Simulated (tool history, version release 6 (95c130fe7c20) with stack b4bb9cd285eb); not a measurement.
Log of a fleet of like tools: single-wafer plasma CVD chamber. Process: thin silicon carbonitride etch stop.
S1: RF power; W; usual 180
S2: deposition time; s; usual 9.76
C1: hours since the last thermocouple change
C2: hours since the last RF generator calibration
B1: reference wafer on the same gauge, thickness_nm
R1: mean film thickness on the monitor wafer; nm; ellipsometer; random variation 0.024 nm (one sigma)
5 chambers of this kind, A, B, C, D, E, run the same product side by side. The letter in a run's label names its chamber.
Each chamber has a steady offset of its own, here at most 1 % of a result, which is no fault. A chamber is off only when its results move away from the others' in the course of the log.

run 1C day=0.229 | S1=180 S2=9.76 | C1=165.4 C2=1006.3 | B1=5.1017 | R1=5.3649
run 2D day=0.65 | S1=180 S2=9.76 | C1=425.8 C2=416.2 | B1=5.1035 | R1=5.4459
run 3B day=0.925 | S1=180 S2=9.76 | C1=1205.9 C2=1490.1 | B1=5.0976 | R1=5.4113
run 4E day=1.171 | S1=180 S2=9.76 | C1=1172.8 C2=666.2 | B1=5.1045 | R1=5.3803
run 5A day=1.604 | S1=180 S2=9.76 | C1=1121.8 C2=353.3 | B1=5.101 | R1=5.4088
run 6D day=1.917 | S1=180 S2=9.76 | C1=456.2 C2=446.6 | B1=5.1007 | R1=5.4574
run 7C day=2.279 | S1=170 S2=11.34 | C1=214.6 C2=1055.5 | B1=5.0996 | R1=6.0813
run 8E day=2.688 | S1=170 S2=11.34 | C1=1209.2 C2=702.6 | B1=5.0997 | R1=6.1038
run 9A day=2.954 | S1=170 S2=11.34 | C1=1154.2 C2=385.7 | B1=5.0982 | R1=6.1545
run 10B day=3.279 | S1=170 S2=11.34 | C1=1262.4 C2=1546.6 | B1=5.0934 | R1=6.2051
run 11C day=3.704 | S1=170 S2=11.34 | C1=248.8 C2=1089.7 | B1=5.0946 | R1=6.1166
run 12B day=4.142 | S1=180 S2=9.76 | C1=1283.1 C2=1567.3 | B1=5.0983 | R1=5.3856
run 13A day=4.558 | S1=180 S2=9.76 | C1=1192.7 C2=424.2 | B1=5.098 | R1=5.3869
run 14E day=4.838 | S1=180 S2=10.42 | C1=1260.8 C2=754.2 | B1=5.1064 | R1=5.7683
run 15D day=5.083 | S1=180 S2=10.42 | C1=532.2 C2=522.6 | B1=5.1003 | R1=5.7799
run 16A day=5.429 | S1=180 S2=10.42 | C1=1213.6 C2=445.1 | B1=5.1032 | R1=5.7347
run 17C day=5.762 | S1=180 S2=10.42 | C1=298.2 C2=1139.1 | B1=5.0967 | R1=5.7308
run 18E day=5.988 | S1=180 S2=10.42 | C1=1288.4 C2=781.8 | B1=5.104 | R1=5.7742
run 19D day=6.212 | S1=180 S2=9.76 | C1=559.3 C2=549.7 | B1=5.0959 | R1=5.4319
run 20B day=6.442 | S1=180 S2=9.76 | C1=1338.3 C2=1622.5 | B1=5.1018 | R1=5.3652
run 21E day=6.812 | S1=180 S2=9.76 | C1=1308.2 C2=801.6 | B1=5.1063 | R1=5.4186
run 22C day=7.008 | S1=180 S2=9.76 | C1=328.1 C2=1169 | B1=5.102 | R1=5.3898
run 23D day=7.412 | S1=180 S2=9.76 | C1=588.1 C2=578.5 | B1=5.1018 | R1=5.458
run 24B day=7.754 | S1=180 S2=9.76 | C1=1369.8 C2=1654 | B1=5.0978 | R1=5.4112
run 25A day=8.017 | S1=180 S2=9.76 | C1=1275.7 C2=507.2 | B1=5.1011 | R1=5.3999
run 26A day=8.279 | S1=180 S2=9.76 | C1=1282 C2=513.5 | B1=5.0969 | R1=5.3925
run 27D day=8.65 | S1=180 S2=9.76 | C1=617.8 C2=608.2 | B1=5.1009 | R1=5.4307
run 28C day=8.95 | S1=180 S2=9.76 | C1=374.7 C2=1215.6 | B1=5.1056 | R1=5.3564
run 29B day=9.371 | S1=180 S2=9.76 | C1=1408.6 C2=1692.8 | B1=5.0962 | R1=5.415
run 30E day=9.571 | S1=205 S2=10.88 | C1=1374.4 C2=867.8 | B1=5.0952 | R1=6.2222
run 31C day=9.808 | S1=205 S2=10.88 | C1=395.3 C2=1236.2 | B1=5.0965 | R1=6.2019
run 32A day=10.129 | S1=205 S2=10.88 | C1=1326.4 C2=557.9 | B1=5.0943 | R1=6.2397
run 33B day=10.408 | S1=205 S2=10.88 | C1=1433.5 C2=1717.7 | B1=5.105 | R1=6.2604
run 34D day=10.712 | S1=205 S2=10.88 | C1=667.3 C2=657.7 | B1=5.1026 | R1=6.2971
-- day=11.021 chamber E: thermocouple changed; heater temperature recalibrated
run 35E day=11.096 | S1=180 S2=9.76 | C1=1.8 C2=904.4 | B1=5.1026 | R1=5.3639
run 36B day=11.408 | S1=180 S2=9.76 | C1=1457.5 C2=1741.7 | B1=5.0926 | R1=5.422
run 37A day=11.738 | S1=160 S2=8.63 | C1=1365 C2=596.5 | B1=5.099 | R1=4.6272
run 38D day=12.088 | S1=160 S2=8.63 | C1=700.3 C2=690.7 | B1=5.0937 | R1=4.6324
run 39E day=12.462 | S1=160 S2=8.63 | C1=34.6 C2=937.2 | B1=5.095 | R1=4.6082
run 40C day=12.738 | S1=160 S2=8.63 | C1=465.6 C2=1306.5 | B1=5.1018 | R1=4.5842
run 41E day=13.067 | S1=160 S2=8.63 | C1=49.1 C2=951.7 | B1=5.1034 | R1=4.618
run 42D day=13.488 | S1=180 S2=9.76 | C1=733.9 C2=724.3 | B1=5.1 | R1=5.4263

Is one chamber off against the others, does the gauge drift, or is nothing wrong? If a chamber is off, say which, and what the likeliest cause is.

No chamber stands off beyond its own small offset, and the gauge holds steady.
